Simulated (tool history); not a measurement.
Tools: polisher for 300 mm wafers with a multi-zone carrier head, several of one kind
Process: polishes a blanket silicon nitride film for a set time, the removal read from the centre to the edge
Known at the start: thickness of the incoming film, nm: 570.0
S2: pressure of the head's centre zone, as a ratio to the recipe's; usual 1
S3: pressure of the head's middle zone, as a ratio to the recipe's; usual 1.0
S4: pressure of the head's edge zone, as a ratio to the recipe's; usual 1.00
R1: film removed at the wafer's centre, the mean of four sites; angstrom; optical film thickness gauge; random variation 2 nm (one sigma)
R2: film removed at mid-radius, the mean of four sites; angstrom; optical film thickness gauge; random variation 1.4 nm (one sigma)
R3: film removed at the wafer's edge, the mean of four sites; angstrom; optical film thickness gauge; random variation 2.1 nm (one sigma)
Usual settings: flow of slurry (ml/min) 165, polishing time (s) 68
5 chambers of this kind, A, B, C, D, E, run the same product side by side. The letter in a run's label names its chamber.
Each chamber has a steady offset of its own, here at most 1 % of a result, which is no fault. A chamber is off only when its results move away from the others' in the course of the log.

{"run": "1B", "day": 0.383, "flow of slurry (ml/min)": 165, "S2": 1, "S3": 1.0, "S4": 1.0, "polishing time (s)": 68, "R1": 2264.0, "R2": 2247.3, "R3": 2260.2}
{"day": 0.758, "done": "chamber E: worn pad replaced by a new one"}
{"run": "2D", "day": 0.854, "flow of slurry (ml/min)": 165, "S2": 1, "S3": 1.0, "S4": 1.0, "polishing time (s)": 68, "R1": 2231.4, "R2": 2224.0, "R3": 2234.1}
{"day": 1.071, "done": "chamber A: worn pad replaced by a new one"}
{"run": "3E", "day": 1.162, "flow of slurry (ml/min)": 165, "S2": 1, "S3": 1.0, "S4": 1.0, "polishing time (s)": 68, "R1": 2250.9, "R2": 2220.7, "R3": 2259.9}
{"day": 1.312, "done": "chamber C: worn pad replaced by a new one"}
{"run": "4A", "day": 1.642, "flow of slurry (ml/min)": 165, "S2": 1, "S3": 1.0, "S4": 1.0, "polishing time (s)": 68, "R1": 2194.9, "R2": 2252.7, "R3": 2236.1}
{"run": "5C", "day": 2.004, "flow of slurry (ml/min)": 165, "S2": 1, "S3": 1.0, "S4": 1.0, "polishing time (s)": 68, "R1": 2216.3, "R2": 2267.3, "R3": 2268.1}
{"day": 2.083, "done": "chamber D: worn pad replaced by a new one"}
{"run": "6E", "day": 2.246, "flow of slurry (ml/min)": 165, "S2": 1, "S3": 1.0, "S4": 1.0, "polishing time (s)": 68, "R1": 2239.3, "R2": 2220.8, "R3": 2235.0}
{"day": 2.517, "done": "chamber D: slurry nozzle cleaned"}
{"run": "7B", "day": 2.608, "flow of slurry (ml/min)": 165, "S2": 1, "S3": 1.0, "S4": 1.0, "polishing time (s)": 68, "R1": 2208.1, "R2": 2246.9, "R3": 2194.6}
{"run": "8D", "day": 2.996, "flow of slurry (ml/min)": 200, "S2": 1, "S3": 1.0, "S4": 1.0, "polishing time (s)": 68, "R1": 2302.1, "R2": 2302.3, "R3": 2292.4}
{"day": 3.321, "done": "chamber E: worn pad replaced by a new one"}
{"run": "9C", "day": 3.346, "flow of slurry (ml/min)": 200, "S2": 1, "S3": 1.0, "S4": 1.0, "polishing time (s)": 68, "R1": 2321.0, "R2": 2308.6, "R3": 2312.1}
{"run": "10A", "day": 3.588, "flow of slurry (ml/min)": 200, "S2": 1, "S3": 1.0, "S4": 1.0, "polishing time (s)": 68, "R1": 2269.5, "R2": 2290.1, "R3": 2270.9}
{"run": "11E", "day": 3.833, "flow of slurry (ml/min)": 200, "S2": 1, "S3": 1.0, "S4": 1.0, "polishing time (s)": 68, "R1": 2268.2, "R2": 2285.5, "R3": 2258.8}
{"day": 3.867, "done": "chamber C: worn pad replaced by a new one"}
{"day": 3.908, "done": "chamber A: worn pad replaced by a new one"}
{"run": "12A", "day": 4.083, "flow of slurry (ml/min)": 200, "S2": 1, "S3": 1.0, "S4": 1.0, "polishing time (s)": 68, "R1": 2282.0, "R2": 2287.1, "R3": 2267.3}
{"run": "13C", "day": 4.554, "flow of slurry (ml/min)": 165, "S2": 1, "S3": 1.0, "S4": 0.9, "polishing time (s)": 60, "R1": 1950.3, "R2": 2005.8, "R3": 1900.6}
{"day": 4.596, "done": "chamber D: edge zone pressure recalibrated"}
{"run": "14B", "day": 4.829, "flow of slurry (ml/min)": 165, "S2": 1, "S3": 1.0, "S4": 0.9, "polishing time (s)": 60, "R1": 1941.5, "R2": 1939.1, "R3": 1842.7}
{"day": 5.262, "done": "chamber D: worn pad replaced by a new one"}
{"run": "15D", "day": 5.288, "flow of slurry (ml/min)": 165, "S2": 1, "S3": 1.0, "S4": 0.9, "polishing time (s)": 60, "R1": 1978.0, "R2": 1985.3, "R3": 1884.5}
{"day": 5.375, "done": "chamber A: centre zone pressure recalibrated"}
{"run": "16E", "day": 5.708, "flow of slurry (ml/min)": 165, "S2": 1, "S3": 1.0, "S4": 0.9, "polishing time (s)": 60, "R1": 1993.2, "R2": 1978.7, "R3": 1874.4}
{"run": "17D", "day": 6.004, "flow of slurry (ml/min)": 165, "S2": 1, "S3": 1.0, "S4": 0.9, "polishing time (s)": 60, "R1": 1949.7, "R2": 1963.5, "R3": 1875.3}
{"day": 6.008, "done": "chamber E: worn pad replaced by a new one"}
{"run": "18A", "day": 6.279, "flow of slurry (ml/min)": 165, "S2": 1, "S3": 1.0, "S4": 1.0, "polishing time (s)": 68, "R1": 2226.8, "R2": 2235.3, "R3": 2229.7}
{"day": 6.3, "done": "chamber E: slurry nozzle cleaned"}
{"day": 6.492, "done": "chamber A: worn pad replaced by a new one"}
{"run": "19B", "day": 6.521, "flow of slurry (ml/min)": 165, "S2": 1, "S3": 1.0, "S4": 1.0, "polishing time (s)": 68, "R1": 2199.7, "R2": 2191.0, "R3": 2191.0}
{"day": 6.779, "done": "chamber C: worn pad replaced by a new one"}
{"run": "20C", "day": 6.796, "flow of slurry (ml/min)": 165, "S2": 1, "S3": 1.0, "S4": 1.0, "polishing time (s)": 68, "R1": 2198.8, "R2": 2227.9, "R3": 2260.8}
{"run": "21E", "day": 7.154, "flow of slurry (ml/min)": 165, "S2": 1, "S3": 1.0, "S4": 1.0, "polishing time (s)": 68, "R1": 2232.9, "R2": 2206.3, "R3": 2271.7}
{"run": "22B", "day": 7.458, "flow of slurry (ml/min)": 165, "S2": 1, "S3": 1.0, "S4": 1.0, "polishing time (s)": 68, "R1": 2147.8, "R2": 2173.4, "R3": 2173.6}
{"run": "23D", "day": 7.746, "flow of slurry (ml/min)": 165, "S2": 1, "S3": 1.0, "S4": 1.0, "polishing time (s)": 68, "R1": 2267.7, "R2": 2216.6, "R3": 2247.2}
{"run": "24C", "day": 8.088, "flow of slurry (ml/min)": 165, "S2": 1, "S3": 1.0, "S4": 1.0, "polishing time (s)": 68, "R1": 2236.7, "R2": 2235.2, "R3": 2225.4}
{"run": "25A", "day": 8.554, "flow of slurry (ml/min)": 165, "S2": 1, "S3": 1.0, "S4": 1.0, "polishing time (s)": 68, "R1": 2253.0, "R2": 2246.0, "R3": 2212.9}
{"day": 8.596, "done": "chamber D: worn pad replaced by a new one"}
{"day": 8.771, "done": "chamber D: centre zone pressure recalibrated"}
{"day": 8.825, "done": "chamber A: worn pad replaced by a new one"}
{"run": "26A", "day": 8.842, "flow of slurry (ml/min)": 165, "S2": 1, "S3": 1.0, "S4": 1.0, "polishing time (s)": 68, "R1": 2214.3, "R2": 2222.2, "R3": 2231.6}
{"day": 8.858, "done": "chamber E: worn pad replaced by a new one"}
{"run": "27B", "day": 9.308, "flow of slurry (ml/min)": 165, "S2": 1, "S3": 1.0, "S4": 1.0, "polishing time (s)": 68, "R1": 2133.3, "R2": 2129.1, "R3": 2142.0}
{"day": 9.425, "done": "chamber C: centre zone pressure recalibrated"}
{"day": 9.433, "done": "chamber C: worn pad replaced by a new one"}
{"run": "28D", "day": 9.558, "flow of slurry (ml/min)": 165, "S2": 1, "S3": 1.0, "S4": 1.0, "polishing time (s)": 68, "R1": 2214.1, "R2": 2221.4, "R3": 2283.9}
{"run": "29E", "day": 10.008, "flow of slurry (ml/min)": 165, "S2": 1, "S3": 1.0, "S4": 1.0, "polishing time (s)": 68, "R1": 2256.8, "R2": 2217.2, "R3": 2231.5}
{"run": "30C", "day": 10.45, "flow of slurry (ml/min)": 165, "S2": 1, "S3": 1.0, "S4": 1.0, "polishing time (s)": 68, "R1": 2238.0, "R2": 2252.1, "R3": 2265.0}
{"run": "31C", "day": 10.85, "flow of slurry (ml/min)": 165, "S2": 1, "S3": 1.0, "S4": 1.0, "polishing time (s)": 68, "R1": 2216.9, "R2": 2236.8, "R3": 2254.1}
{"run": "32D", "day": 11.183, "flow of slurry (ml/min)": 120, "S2": 1, "S3": 1.0, "S4": 0.93, "polishing time (s)": 68, "R1": 2060.5, "R2": 2089.0, "R3": 2086.9}
{"day": 11.283, "done": "chamber D: worn pad replaced by a new one"}
{"run": "33A", "day": 11.483, "flow of slurry (ml/min)": 120, "S2": 1, "S3": 1.0, "S4": 0.93, "polishing time (s)": 68, "R1": 2079.9, "R2": 2107.9, "R3": 2024.9}
{"day": 11.5, "done": "chamber A: worn pad replaced by a new one"}
{"day": 11.708, "done": "chamber E: worn pad replaced by a new one"}
{"run": "34B", "day": 11.954, "flow of slurry (ml/min)": 120, "S2": 1, "S3": 1.0, "S4": 0.93, "polishing time (s)": 68, "R1": 1979.7, "R2": 1998.7, "R3": 1952.8}
{"day": 12.183, "done": "chamber C: worn pad replaced by a new one"}
{"run": "35E", "day": 12.458, "flow of slurry (ml/min)": 120, "S2": 1, "S3": 1.0, "S4": 0.93, "polishing time (s)": 68, "R1": 2060.8, "R2": 2102.5, "R3": 2098.2}
{"day": 12.612, "done": "chamber C: slurry nozzle cleaned"}
{"run": "36D", "day": 12.758, "flow of slurry (ml/min)": 120, "S2": 1, "S3": 1.0, "S4": 0.93, "polishing time (s)": 68, "R1": 2085.1, "R2": 2076.1, "R3": 2042.4}
{"run": "37A", "day": 13.208, "flow of slurry (ml/min)": 165, "S2": 1, "S3": 1.0, "S4": 1.0, "polishing time (s)": 68, "R1": 2228.4, "R2": 2221.9, "R3": 2197.9}
{"run": "38C", "day": 13.567, "flow of slurry (ml/min)": 165, "S2": 1, "S3": 1.1, "S4": 1.0, "polishing time (s)": 83, "R1": 2727.1, "R2": 2997.3, "R3": 2742.8}

Next, every chamber runs the same settings. What will each give?
{"run": "39A", "day": 13.962, "flow of slurry (ml/min)": 165, "S2": 1, "S3": 1.0, "S4": 1.0, "polishing time (s)": 68, "R1": "?", "R2": "?", "R3": "?"}
{"run": "39B", "day": 13.962, "flow of slurry (ml/min)": 165, "S2": 1, "S3": 1.0, "S4": 1.0, "polishing time (s)": 68, "R1": "?", "R2": "?", "R3": "?"}
{"run": "39C", "day": 13.962, "flow of slurry (ml/min)": 165, "S2": 1, "S3": 1.0, "S4": 1.0, "polishing time (s)": 68, "R1": "?", "R2": "?", "R3": "?"}
{"run": "39D", "day": 13.962, "flow of slurry (ml/min)": 165, "S2": 1, "S3": 1.0, "S4": 1.0, "polishing time (s)": 68, "R1": "?", "R2": "?", "R3": "?"}
{"run": "39E", "day": 13.962, "flow of slurry (ml/min)": 165, "S2": 1, "S3": 1.0, "S4": 1.0, "polishing time (s)": 68, "R1": "?", "R2": "?", "R3": "?"}

run=39A R1=2219.6 R2=2247.0 R3=2221.2
run=39B R1=2101.8 R2=2106.1 R3=2101.7
run=39C R1=2252.6 R2=2234.0 R3=2266.4
run=39D R1=2205.6 R2=2237.4 R3=2242.5
run=39E R1=2213.6 R2=2214.1 R3=2242.5

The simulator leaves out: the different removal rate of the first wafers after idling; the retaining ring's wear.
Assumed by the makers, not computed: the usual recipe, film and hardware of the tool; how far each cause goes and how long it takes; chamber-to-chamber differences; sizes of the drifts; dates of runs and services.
